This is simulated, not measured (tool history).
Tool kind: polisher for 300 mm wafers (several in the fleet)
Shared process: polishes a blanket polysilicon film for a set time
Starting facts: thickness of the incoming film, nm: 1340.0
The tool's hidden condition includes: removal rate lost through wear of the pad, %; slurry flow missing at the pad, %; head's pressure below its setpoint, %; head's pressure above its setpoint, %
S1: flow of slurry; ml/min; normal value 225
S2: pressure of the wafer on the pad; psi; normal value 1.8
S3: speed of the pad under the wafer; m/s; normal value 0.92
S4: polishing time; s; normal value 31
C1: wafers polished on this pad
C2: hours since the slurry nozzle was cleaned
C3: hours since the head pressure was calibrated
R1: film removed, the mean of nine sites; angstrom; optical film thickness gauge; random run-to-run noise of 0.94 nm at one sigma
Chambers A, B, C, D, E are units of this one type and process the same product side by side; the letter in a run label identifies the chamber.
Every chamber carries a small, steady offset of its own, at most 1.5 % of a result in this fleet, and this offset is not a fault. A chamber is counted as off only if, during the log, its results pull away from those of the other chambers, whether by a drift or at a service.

-- hour=5.5 chamber A: worn pad replaced by a new one
run 1C hour=7.0 | S1=225 S2=1.8 S3=0.92 S4=31 | C1=1617 C2=35.2 C3=177.3 | R1=1319.8
-- hour=9.0 chamber C: worn pad replaced by a new one
run 2E hour=19.1 | S1=225 S2=1.8 S3=0.92 S4=31 | C1=457 C2=270.4 C3=449.1 | R1=1313.8
run 3B hour=26.1 | S1=225 S2=1.8 S3=0.92 S4=31 | C1=987 C2=343.7 C3=658.0 | R1=1313.0
run 4D hour=34.1 | S1=225 S2=1.8 S3=0.92 S4=31 | C1=694 C2=137.6 C3=1272.9 | R1=1313.5
run 5A hour=41.2 | S1=225 S2=1.8 S3=0.92 S4=31 | C1=366 C2=153.6 C3=90.8 | R1=1306.6
run 6A hour=54.6 | S1=225 S2=1.8 S3=0.92 S4=31 | C1=504 C2=167.0 C3=104.2 | R1=1307.2
-- hour=61.0 chamber D: worn pad replaced by a new one
run 7D hour=63.7 | S1=225 S2=1.8 S3=0.92 S4=31 | C1=27 C2=167.2 C3=1302.5 | R1=1286.3
run 8C hour=70.5 | S1=225 S2=1.8 S3=0.92 S4=31 | C1=630 C2=98.7 C3=240.8 | R1=1320.9
-- hour=79.1 chamber E: worn pad replaced by a new one
run 9E hour=81.7 | S1=225 S2=1.8 S3=0.92 S4=31 | C1=27 C2=333.0 C3=511.7 | R1=1322.3
-- hour=93.0 chamber E: head pressure recalibrated
run 10B hour=95.2 | S1=270 S2=1.8 S3=0.92 S4=31 | C1=1696 C2=412.8 C3=727.1 | R1=1338.4
run 11B hour=103.7 | S1=270 S2=1.8 S3=0.92 S4=31 | C1=1783 C2=421.3 C3=735.6 | R1=1332.6
run 12A hour=111.3 | S1=270 S2=1.8 S3=0.92 S4=31 | C1=1085 C2=223.7 C3=160.9 | R1=1362.6
-- hour=113.9 chamber D: head pressure recalibrated
-- hour=117.7 chamber D: slurry nozzle cleaned
run 13E hour=120.7 | S1=270 S2=1.8 S3=0.92 S4=31 | C1=427 C2=372.0 C3=27.7 | R1=1341.7
-- hour=127.1 chamber A: worn pad replaced by a new one
run 14D hour=136.1 | S1=270 S2=1.8 S3=0.92 S4=31 | C1=770 C2=18.4 C3=22.3 | R1=1344.2
-- hour=137.1 chamber D: worn pad replaced by a new one
run 15C hour=145.9 | S1=275 S2=1.8 S3=0.92 S4=25 | C1=1404 C2=174.1 C3=316.2 | R1=1092.4
-- hour=155.0 chamber C: worn pad replaced by a new one
run 16C hour=157.7 | S1=275 S2=1.8 S3=0.92 S4=25 | C1=28 C2=185.9 C3=328.0 | R1=1094.4
-- hour=165.3 chamber C: head pressure recalibrated
run 17D hour=172.7 | S1=275 S2=1.8 S3=0.92 S4=25 | C1=365 C2=55.0 C3=58.9 | R1=1094.3
run 18A hour=181.2 | S1=275 S2=1.8 S3=0.92 S4=25 | C1=555 C2=293.6 C3=230.8 | R1=1102.6
-- hour=183.4 chamber E: worn pad replaced by a new one
run 19E hour=190.1 | S1=275 S2=1.8 S3=0.92 S4=25 | C1=69 C2=441.4 C3=97.1 | R1=1100.6
run 20B hour=204.7 | S1=225 S2=1.8 S3=0.92 S4=31 | C1=2819 C2=522.3 C3=836.6 | R1=1287.7
run 21C hour=214.2 | S1=225 S2=1.8 S3=0.92 S4=31 | C1=607 C2=242.4 C3=49.0 | R1=1334.6
-- hour=215.1 chamber D: worn pad replaced by a new one
run 22D hour=227.9 | S1=225 S2=1.8 S3=0.92 S4=31 | C1=132 C2=110.2 C3=114.1 | R1=1320.8
run 23A hour=238.1 | S1=225 S2=1.8 S3=0.92 S4=31 | C1=1139 C2=350.5 C3=287.7 | R1=1313.4
-- hour=242.3 chamber A: worn pad replaced by a new one
run 24B hour=249.7 | S1=225 S2=1.8 S3=0.92 S4=31 | C1=3281 C2=567.3 C3=881.6 | R1=1264.5
run 25E hour=258.7 | S1=225 S2=1.8 S3=0.92 S4=31 | C1=772 C2=510.0 C3=165.7 | R1=1328.7
run 26B hour=273.4 | S1=225 S2=1.8 S3=0.92 S4=31 | C1=3524 C2=591.0 C3=905.3 | R1=1275.8
run 27A hour=284.4 | S1=225 S2=1.8 S3=0.92 S4=31 | C1=432 C2=396.8 C3=334.0 | R1=1320.6
-- hour=286.6 chamber E: worn pad replaced by a new one
-- hour=289.6 chamber C: worn pad replaced by a new one
run 28E hour=297.2 | S1=225 S2=2.2 S3=1.04 S4=31 | C1=109 C2=548.5 C3=204.2 | R1=1838.3
-- hour=308.5 chamber D: worn pad replaced by a new one
run 29C hour=311.5 | S1=225 S2=2.2 S3=1.04 S4=31 | C1=224 C2=339.7 C3=146.3 | R1=1844.0
run 30D hour=323.7 | S1=225 S2=2.2 S3=1.04 S4=31 | C1=156 C2=206.0 C3=209.9 | R1=1801.3
-- hour=335.4 chamber D: slurry nozzle cleaned
run 31B hour=335.6 | S1=225 S2=2.2 S3=1.04 S4=31 | C1=4162 C2=653.2 C3=967.5 | R1=1708.5
-- hour=344.9 chamber B: slurry nozzle cleaned
run 32D hour=349.7 | S1=225 S2=2.2 S3=1.04 S4=31 | C1=423 C2=14.3 C3=235.9 | R1=1788.4
run 33C hour=360.0 | S1=300 S2=1.8 S3=0.92 S4=31 | C1=722 C2=388.2 C3=194.8 | R1=1360.1
-- hour=368.1 chamber A: worn pad replaced by a new one
run 34E hour=369.9 | S1=300 S2=1.8 S3=0.92 S4=31 | C1=855 C2=621.2 C3=276.9 | R1=1354.0
run 35A hour=383.9 | S1=300 S2=1.8 S3=0.92 S4=31 | C1=163 C2=496.3 C3=433.5 | R1=1356.6
-- hour=391.9 chamber E: worn pad replaced by a new one
run 36E hour=396.0 | S1=300 S2=1.8 S3=0.92 S4=31 | C1=42 C2=647.3 C3=303.0 | R1=1351.3
-- hour=398.4 chamber D: worn pad replaced by a new one
run 37D hour=407.5 | S1=300 S2=1.8 S3=0.92 S4=31 | C1=93 C2=72.1 C3=293.7 | R1=1354.4
run 38C hour=414.5 | S1=225 S2=1.8 S3=0.92 S4=39 | C1=1281 C2=442.7 C3=249.3 | R1=1652.6
run 39B hour=424.3 | S1=225 S2=1.8 S3=0.92 S4=39 | C1=5072 C2=79.5 C3=1056.2 | R1=1498.9
run 40A hour=433.1 | S1=225 S2=1.8 S3=0.92 S4=39 | C1=667 C2=545.5 C3=482.7 | R1=1675.2

Predict what each chamber gives when all 5 of them run the settings below next.
run 41A hour=444.3 | S1=225 S2=1.8 S3=0.92 S4=31 | R1=?
run 41B hour=444.3 | S1=225 S2=1.8 S3=0.92 S4=31 | R1=?
run 41C hour=444.3 | S1=225 S2=1.8 S3=0.92 S4=31 | R1=?
run 41D hour=444.3 | S1=225 S2=1.8 S3=0.92 S4=31 | R1=?
run 41E hour=444.3 | S1=225 S2=1.8 S3=0.92 S4=31 | R1=?

run=41A R1=1334.7
run=41B R1=1180.5
run=41C R1=1312.8
run=41D R1=1300.7
run=41E R1=1313.8
